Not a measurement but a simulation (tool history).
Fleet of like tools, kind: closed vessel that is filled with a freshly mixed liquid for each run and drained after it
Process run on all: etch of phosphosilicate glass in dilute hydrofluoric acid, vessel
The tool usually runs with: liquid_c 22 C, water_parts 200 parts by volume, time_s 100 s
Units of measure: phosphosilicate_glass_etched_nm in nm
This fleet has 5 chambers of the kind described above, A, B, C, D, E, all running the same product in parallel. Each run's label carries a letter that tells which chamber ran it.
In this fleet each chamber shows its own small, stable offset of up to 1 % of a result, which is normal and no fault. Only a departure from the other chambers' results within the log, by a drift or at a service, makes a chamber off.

run	hour	liquid_c	water_parts	time_s	read-back film thickness of the phosphosilicate glass reference wafer, read on the same gauge (nm)	phosphosilicate_glass_etched_nm
1E	13.6	22	200	100	140	33.493
2D	27.9	22	200	100	140.01	33.291
3C	40.6	22	200	100	140.01	33.42
4A	55.4	22	200	100	140	33.344
5B	68.5	22	200	100	139.99	33.765
6C	75.4	22	200	100	139.96	33.772
7B	84.3	22	200	100	140.02	34.086
8A	96.1	22	200	100	140.03	33.464
9D	106.8	22	200	100	140	33.417
10E	121.9	22	200	100	140.01	33.504
11A	133.5	22	200	100	140	33.33
12B	143.6	22	200	100	140.01	33.753
13E	156.7	22	200	145	140	48.961
14D	170.8	22	200	145	140	48.281
15C	185.1	22	200	145	139.97	48.52
16A	199.1	22	200	145	139.96	48.53
# hour 204.7: chamber A: hydrofluoric acid flow meter replaced
17E	213.8	22	200	145	139.97	47.852
# hour 216.8: chamber D: hydrofluoric acid flow meter replaced
18B	223.8	22	200	100	139.97	33.513
19C	236.5	22	200	100	140.02	33.423
20D	245.9	22	200	100	139.98	33.759
21C	252.5	22	200	100	140.02	33.335
22B	261	22	200	100	140	33.721
23A	267.8	22	200	100	140.01	33.359
24E	281.3	22	200	100	139.97	32.614
25D	295.6	22	200	100	139.98	33.877
26A	305.7	22	200	100	140	33.412
27D	318.7	22	200	100	140	33.877
28E	329.8	22	200	100	140	32.561
29B	337.6	22	200	155	139.98	52.358
30C	346.2	22	200	155	139.94	51.854
# hour 359.5: chamber C: thermometer replaced
31E	361.3	22	200	155	140	49.137
32D	371.4	22	200	155	139.94	51.777
33A	380.5	22	200	155	139.99	52.148
34B	393.2	22	200	100	140.01	34.137
35C	401.8	22	200	100	139.99	33.767
36B	409.4	22	200	100	139.97	33.375
37D	419.6	22	200	100	139.99	33.172

Predict what each chamber gives when all 5 of them run the settings below next.
38A	430.4	22	200	100		?
38B	430.4	22	200	100		?
38C	430.4	22	200	100		?
38D	430.4	22	200	100		?
38E	430.4	22	200	100		?

run	phosphosilicate_glass_etched_nm
38A	33.305
38B	33.768
38C	33.637
38D	33.834
38E	31.449
